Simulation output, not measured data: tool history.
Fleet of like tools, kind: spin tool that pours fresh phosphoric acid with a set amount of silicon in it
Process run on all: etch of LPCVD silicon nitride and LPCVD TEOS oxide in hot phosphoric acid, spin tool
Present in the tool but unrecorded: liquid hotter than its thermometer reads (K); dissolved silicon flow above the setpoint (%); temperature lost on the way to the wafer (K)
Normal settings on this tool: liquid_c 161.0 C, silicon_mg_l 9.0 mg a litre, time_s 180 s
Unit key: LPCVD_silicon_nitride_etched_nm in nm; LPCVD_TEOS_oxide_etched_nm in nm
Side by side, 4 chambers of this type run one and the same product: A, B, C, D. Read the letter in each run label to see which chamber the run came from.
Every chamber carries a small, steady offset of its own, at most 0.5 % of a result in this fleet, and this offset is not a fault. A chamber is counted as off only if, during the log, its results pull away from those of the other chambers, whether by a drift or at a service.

run   hour  liquid_c  silicon_mg_l  time_s  hours since the thermometer was replaced  hours since the dissolved silicon flow meter was replaced  hours since the heated supply line was repaired  read-back film thickness of the LPCVD silicon nitride reference wafer, read on the same gauge (nm)  read-back film thickness of the LPCVD TEOS oxide reference wafer, read on the same gauge (nm)  LPCVD_silicon_nitride_etched_nm  LPCVD_TEOS_oxide_etched_nm
 1A   13.3     161.0           9.0     180                                    1291.4                                                      460.7                                            453.2                                                                                              40.011                                                                                         119.97                           15.702                     1.01650
 2D   25.5     161.0           9.0     180                                    1801.4                                                      285.4                                            906.5                                                                                              40.008                                                                                         119.99                           15.866                     1.03850
 3C   41.1     161.0           9.0     180                                     972.2                                                      257.2                                            304.6                                                                                              39.989                                                                                         120.00                           15.859                     1.03110
 4B   52.3     161.0           9.0     180                                      66.2                                                      363.0                                            501.7                                                                                              39.985                                                                                         119.99                           15.894                     1.01820
 5C   59.3     163.0           4.0     180                                     990.4                                                      275.4                                            322.8                                                                                              39.981                                                                                         119.99                           16.811                     1.30290
 6A   73.3     163.0           4.0     180                                    1351.4                                                      520.7                                            513.2                                                                                              40.034                                                                                         120.00                           16.878                     1.29100
 7B   83.7     163.0           4.0     180                                      97.6                                                      394.4                                            533.1                                                                                              39.995                                                                                         119.98                           16.973                     1.31220
 8D   98.2     163.0           4.0     180                                    1874.1                                                      358.1                                            979.2                                                                                              39.988                                                                                         120.00                           16.898                     1.23640
 9B  111.1     161.0           9.0     180                                     125.0                                                      421.8                                            560.5                                                                                              39.995                                                                                         120.01                           15.841                     1.02990
10D  124.1     161.0           9.0     180                                    1900.0                                                      384.0                                           1005.1                                                                                              40.001                                                                                         119.99                           15.600                     0.95322
11C  138.1     161.0           4.0     180                                    1069.2                                                      354.2                                            401.6                                                                                              40.006                                                                                         119.99                           15.773                     1.15940
12A  152.8     161.0           4.0     180                                    1430.9                                                      600.2                                            592.7                                                                                              40.016                                                                                         120.02                           15.715                     1.13160
     160.1  -- chamber D: dissolved silicon flow meter replaced
13A  167.7     161.0           4.0     180                                    1445.8                                                      615.1                                            607.6                                                                                              39.973                                                                                         119.99                           15.833                     1.15880
14C  180.5     161.0           4.0     180                                    1111.6                                                      396.6                                            444.0                                                                                              40.009                                                                                         120.03                           15.967                     1.08050
15D  188.4     161.0           9.0     180                                    1964.3                                                       28.3                                           1069.4                                                                                              40.038                                                                                         119.99                           15.319                     0.91531
16B  201.0     161.0           9.0     180                                     214.9                                                      511.7                                            650.4                                                                                              40.027                                                                                         120.01                           15.960                     1.02030
17A  208.0     161.0           9.0     180                                    1486.1                                                      655.4                                            647.9                                                                                              39.996                                                                                         120.00                           15.787                     0.98165
18B  221.7     161.0           9.0     180                                     235.6                                                      532.4                                            671.1                                                                                              40.010                                                                                         120.03                           16.111                     0.99977
19D  230.4     161.0           9.0     180                                    2006.3                                                       70.3                                           1111.4                                                                                              40.014                                                                                         119.98                           15.289                     0.94063
20C  238.2     161.0           9.0     180                                    1169.3                                                      454.3                                            501.7                                                                                              39.994                                                                                         119.97                           15.808                     0.96897
21D  249.3     158.5           4.5     180                                    2025.2                                                       89.2                                           1130.3                                                                                              39.991                                                                                         119.98                           14.116                     0.83631
22B  262.4     158.5           4.5     180                                     276.3                                                      573.1                                            711.8                                                                                              40.017                                                                                         120.01                           14.650                     0.88783
23A  275.6     158.5           4.5     180                                    1553.7                                                      723.0                                            715.5                                                                                              40.029                                                                                         119.97                           14.596                     0.92444
24C  283.2     158.5           4.5     180                                    1214.3                                                      499.3                                            546.7                                                                                              40.017                                                                                         120.01                           14.542                     0.92534
25D  290.2     161.0           4.5     265                                    2066.1                                                      130.1                                           1171.2                                                                                              40.001                                                                                         119.99                           22.267                     1.53710
26A  301.9     161.0           4.5     265                                    1580.0                                                      749.3                                            741.8                                                                                              39.993                                                                                         120.00                           23.140                     1.65090
27B  312.0     161.0           4.5     265                                     325.9                                                      622.7                                            761.4                                                                                              40.024                                                                                         119.96                           23.411                     1.65770
28C  319.5     161.0           4.5     265                                    1250.6                                                      535.6                                            583.0                                                                                              39.966                                                                                         119.98                           23.074                     1.63800
29A  329.2     159.0           9.0     180                                    1607.3                                                      776.6                                            769.1                                                                                              39.947                                                                                         120.03                           14.782                     0.86440
     331.3  -- chamber D: thermometer replaced
30B  339.7     159.0           9.0     180                                     353.6                                                      650.4                                            789.1                                                                                              39.992                                                                                         120.01                           15.031                     0.91241
31D  350.4     159.0           9.0     180                                      19.2                                                      190.3                                           1231.4                                                                                              40.001                                                                                         119.97                           13.815                     0.74893
32C  358.9     159.0           9.0     180                                    1290.0                                                      575.0                                            622.4                                                                                              40.020                                                                                         120.00                           14.682                     0.84956
33A  374.6     161.0           9.0     180                                    1652.7                                                      822.0                                            814.5                                                                                              39.979                                                                                         120.02                           15.748                     0.99728
34B  383.0     161.0           9.0     180                                     396.9                                                      693.7                                            832.4                                                                                              39.990                                                                                         119.95                           15.710                     1.03280
35D  395.6     161.0           9.0     180                                      64.4                                                      235.5                                           1276.6                                                                                              39.975                                                                                         119.99                           14.824                     0.84701
36C  407.3     161.0           9.0     180                                    1338.4                                                      623.4                                            670.8                                                                                              39.987                                                                                         119.97                           15.941                     1.00810

Is one chamber off against the others, does the gauge drift, or is nothing wrong? If a chamber is off, say which, and what the likeliest cause is.

Little by little, chamber D moves away from the other chambers.
Likeliest cause: temperature lost on the way to the wafer (K) = 1.93.

Which of the 4 candidates below, each the usual settings with something changed and its results left as question marks, puts chamber D back in line with what the other chambers give on the usual settings?
In-line tolerance around the mean of the other chambers on the usual settings: LPCVD_silicon_nitride_etched_nm 0.340 nm; LPCVD_TEOS_oxide_etched_nm 0.08000 nm
37D-1  418.5     160.5          10.0     180                                                                                                                                                                                                                                                                                                                                                                                         ?                           ?
37D-2  418.5     162.0           6.5     185                                                                                                                                                                                                                                                                                                                                                                                         ?                           ?
37D-3  418.5     160.0          11.5     175                                                                                                                                                                                                                                                                                                                                                                                         ?                           ?
37D-4  418.5     161.5           8.0     180                                                                                                                                                                                                                                                                                                                                                                                         ?                           ?

The mean the other chambers reach with the usual settings: LPCVD_silicon_nitride_etched_nm 15.838 nm; LPCVD_TEOS_oxide_etched_nm 1.00690 nm
  run  LPCVD_silicon_nitride_etched_nm  LPCVD_TEOS_oxide_etched_nm
37D-1                           14.586                     0.82524
37D-2                           15.769                     1.02200
37D-3                           13.943                     0.74715
37D-4                           15.087                     0.92851
37D-2 puts the chamber back in line with the other chambers.
